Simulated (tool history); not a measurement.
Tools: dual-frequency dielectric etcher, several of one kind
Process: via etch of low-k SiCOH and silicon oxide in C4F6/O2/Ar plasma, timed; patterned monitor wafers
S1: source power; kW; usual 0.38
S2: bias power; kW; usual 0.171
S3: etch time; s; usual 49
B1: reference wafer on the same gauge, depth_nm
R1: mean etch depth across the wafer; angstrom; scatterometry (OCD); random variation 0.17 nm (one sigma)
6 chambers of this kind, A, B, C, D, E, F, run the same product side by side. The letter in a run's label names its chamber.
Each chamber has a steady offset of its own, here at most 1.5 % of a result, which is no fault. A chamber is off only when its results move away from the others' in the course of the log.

| run | hour | S1 | S2 | S3 | B1 | R1 |
|---|---|---|---|---|---|---|
| 1C | 8 | 0.38 | 0.171 | 49 | 109.01 | 1240.6 |
|  | 18.2 | chamber D: wet clean of the chamber |
| 2B | 20.9 | 0.38 | 0.171 | 49 | 108.96 | 1232.9 |
| 3F | 35.8 | 0.38 | 0.171 | 49 | 108.97 | 1224.5 |
| 4D | 49.3 | 0.38 | 0.171 | 49 | 108.93 | 1230.2 |
| 5E | 64.6 | 0.3 | 0.171 | 54.5 | 108.95 | 1257.9 |
|  | 68.8 | chamber B: source power generator calibrated |
| 6A | 77.7 | 0.3 | 0.171 | 54.5 | 108.91 | 1268 |
| 7E | 92.2 | 0.3 | 0.171 | 54.5 | 108.9 | 1254.9 |
| 8A | 105.4 | 0.3 | 0.171 | 54.5 | 108.84 | 1262.6 |
| 9C | 117 | 0.3 | 0.171 | 54.5 | 108.84 | 1257.1 |
| 10B | 126.8 | 0.3 | 0.171 | 54.5 | 108.79 | 1245.7 |
| 11D | 140.7 | 0.38 | 0.171 | 49 | 108.77 | 1228 |
|  | 145.6 | chamber A: wet clean of the chamber |
| 12F | 152.9 | 0.38 | 0.171 | 49 | 108.77 | 1223.3 |
| 13F | 167.6 | 0.38 | 0.171 | 49 | 108.78 | 1222.6 |
| 14C | 183 | 0.38 | 0.171 | 49 | 108.74 | 1239.3 |
| 15D | 197.2 | 0.38 | 0.171 | 49 | 108.77 | 1228.6 |
| 16B | 210.3 | 0.38 | 0.171 | 49 | 108.69 | 1231.8 |
| 17E | 222.3 | 0.38 | 0.171 | 49 | 108.71 | 1235.8 |
| 18A | 236.2 | 0.38 | 0.171 | 49 | 108.68 | 1241.8 |
| 19D | 243 | 0.38 | 0.171 | 49 | 108.68 | 1228 |
| 20B | 249.7 | 0.38 | 0.171 | 49 | 108.67 | 1228.1 |
| 21F | 263.8 | 0.38 | 0.171 | 49 | 108.63 | 1221.1 |
| 22E | 276.9 | 0.38 | 0.171 | 49 | 108.6 | 1237.9 |
| 23A | 285.2 | 0.38 | 0.171 | 49 | 108.57 | 1240.5 |
| 24C | 296.1 | 0.38 | 0.171 | 49 | 108.58 | 1239.2 |
|  | 304 | chamber B: wet clean of the chamber |
| 25D | 310 | 0.38 | 0.171 | 49 | 108.5 | 1228.8 |
| 26F | 321.5 | 0.38 | 0.171 | 49 | 108.51 | 1224.2 |
|  | 327.1 | chamber F: wet clean of the chamber |
| 27A | 329.2 | 0.38 | 0.171 | 49 | 108.53 | 1240.7 |
| 28B | 336.8 | 0.38 | 0.171 | 49 | 108.53 | 1226.4 |
|  | 347.7 | chamber C: wet clean of the chamber |
| 29E | 350.2 | 0.38 | 0.171 | 49 | 108.52 | 1233.9 |
| 30C | 357.3 | 0.38 | 0.171 | 49 | 108.46 | 1238.3 |
| 31C | 365.1 | 0.38 | 0.171 | 49 | 108.53 | 1237.4 |
| 32D | 378.7 | 0.38 | 0.171 | 49 | 108.47 | 1224.1 |
| 33F | 389.9 | 0.38 | 0.171 | 49 | 108.43 | 1217.7 |
| 34A | 399.4 | 0.38 | 0.171 | 49 | 108.47 | 1241.2 |
| 35E | 406.8 | 0.38 | 0.171 | 49 | 108.45 | 1236.6 |
| 36B | 418 | 0.38 | 0.171 | 49 | 108.41 | 1228.1 |
|  | 423.2 | chamber D: wet clean of the chamber |
| 37D | 427.4 | 0.38 | 0.132 | 49 | 108.43 | 1130.2 |

What goes on in this fleet: one chamber off, a drifting gauge, or nothing beyond the chambers' own small offsets? Name the chamber and the cause, if any.

The gauge drifts, so all chambers seem to drift together. No chamber is off.
Cause: gauge reads low (%) = 0.57.

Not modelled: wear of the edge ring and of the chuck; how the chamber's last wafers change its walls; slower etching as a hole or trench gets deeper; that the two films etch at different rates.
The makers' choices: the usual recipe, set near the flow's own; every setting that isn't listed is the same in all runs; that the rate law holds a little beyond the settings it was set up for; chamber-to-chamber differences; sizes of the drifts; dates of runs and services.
